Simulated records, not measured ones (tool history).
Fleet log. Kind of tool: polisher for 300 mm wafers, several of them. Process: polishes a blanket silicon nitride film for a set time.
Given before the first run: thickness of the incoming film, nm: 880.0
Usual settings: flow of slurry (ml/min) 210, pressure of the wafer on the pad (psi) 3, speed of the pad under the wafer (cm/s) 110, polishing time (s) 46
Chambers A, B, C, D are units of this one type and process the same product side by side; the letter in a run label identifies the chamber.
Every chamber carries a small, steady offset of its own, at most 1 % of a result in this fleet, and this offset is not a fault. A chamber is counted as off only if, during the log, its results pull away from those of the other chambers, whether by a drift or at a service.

run    day  flow of slurry (ml/min)  pressure of the wafer on the pad (psi)  speed of the pad under the wafer (cm/s)  polishing time (s)  film removed (angstrom)
     0.067  -- chamber B: worn pad replaced by a new one
     0.346  -- chamber A: worn pad replaced by a new one
 1D  0.358                      210                                       3                                      110                  46                   768.38
 2A  0.642                      210                                       3                                      110                  46                   769.56
 3C  0.971                      210                                       3                                      110                  46                   759.15
 4B  1.167                      210                                       3                                      110                  46                   757.69
 5A  1.362                      210                                     2.3                                      110                  38                   486.91
 6D  1.708                      210                                     2.3                                      110                  38                   481.89
 7B  2.062                      210                                     2.3                                      110                  38                   475.47
     2.396  -- chamber C: worn pad replaced by a new one
     2.404  -- chamber B: worn pad replaced by a new one
 8C  2.421                      210                                     2.3                                      110                  38                   479.54
 9D  2.758                      210                                     2.6                                      110                  36                   519.58
     2.908  -- chamber D: worn pad replaced by a new one
10C  3.108                      210                                     2.6                                      110                  36                   508.76
11B  3.412                      210                                     2.6                                      110                  36                   507.47
12A  3.621                      210                                     2.6                                      110                  36                   502.82
       3.7  -- chamber B: head pressure recalibrated
13B  3.875                      210                                       3                                      110                  46                   766.77
14A  4.167                      210                                       3                                      110                  46                   733.22
15D  4.462                      210                                       3                                      110                  46                   761.14
16C  4.804                      210                                       3                                      110                  46                   768.11
17A  4.988                      210                                       3                                      110                  46                   716.19
     4.992  -- chamber B: worn pad replaced by a new one
     5.192  -- chamber C: worn pad replaced by a new one
18C  5.242                      210                                       3                                      110                  46                   750.25
19D  5.438                      210                                       3                                       78                  46                   574.09
     5.517  -- chamber A: worn pad replaced by a new one
20B  5.692                      210                                       3                                       78                  46                   577.31
21A  5.938                      210                                       3                                       78                  46                   538.38
22D  6.175                      210                                       3                                       78                  46                   564.91
23C  6.467                      210                                       3                                      110                  46                    766.8
     6.788  -- chamber D: worn pad replaced by a new one
     6.817  -- chamber B: slurry nozzle cleaned
24B  6.829                      210                                       3                                      110                  46                   756.75
25B  7.067                      210                                       3                                      110                  46                   757.37
26A  7.475                      210                                       3                                      110                  46                   706.71
     7.817  -- chamber B: worn pad replaced by a new one
27D  7.862                      210                                       3                                      110                  46                      754
     8.062  -- chamber C: worn pad replaced by a new one
28C  8.167                      210                                       3                                      110                  46                   744.75
29A  8.529                      210                                       3                                      110                  46                   702.07
30B  8.929                      210                                       3                                      110                  46                   758.91
31D  9.233                      210                                       3                                      110                  46                   746.08

Which is it: a chamber that has drifted or been left off by a service, a gauge drift common to all chambers, or only each chamber's usual small offset? If a chamber is off, name it and its likeliest cause.

Little by little, chamber A moves away from the other chambers.
Cause: head's pressure below its setpoint, % = 10.8.

Below are 4 candidate recipes for chamber A's next run, each the usual settings with a change, their results shown as question marks. Which of them brings A's results back in line with what the other chambers give on the usual settings?
To be in line, a result may differ from the other chambers' mean on the usual settings by at most: film removed (angstrom) 27
32A-1  9.533                      210                                     3.3                                      118                  50                        ?
32A-2  9.533                      210                                     2.8                                      102                  42                        ?
32A-3  9.533                      205                                       3                                      110                  41                        ?
32A-4  9.533                      210                                     3.3                                      110                  46                        ?

What the other chambers average on the usual settings: film removed (angstrom) 757.51
  run  film removed (angstrom)
32A-1                    858.7
32A-2                   544.35
32A-3                   603.04
32A-4                   747.07
With 32A-4, the chamber falls back in line with the rest.
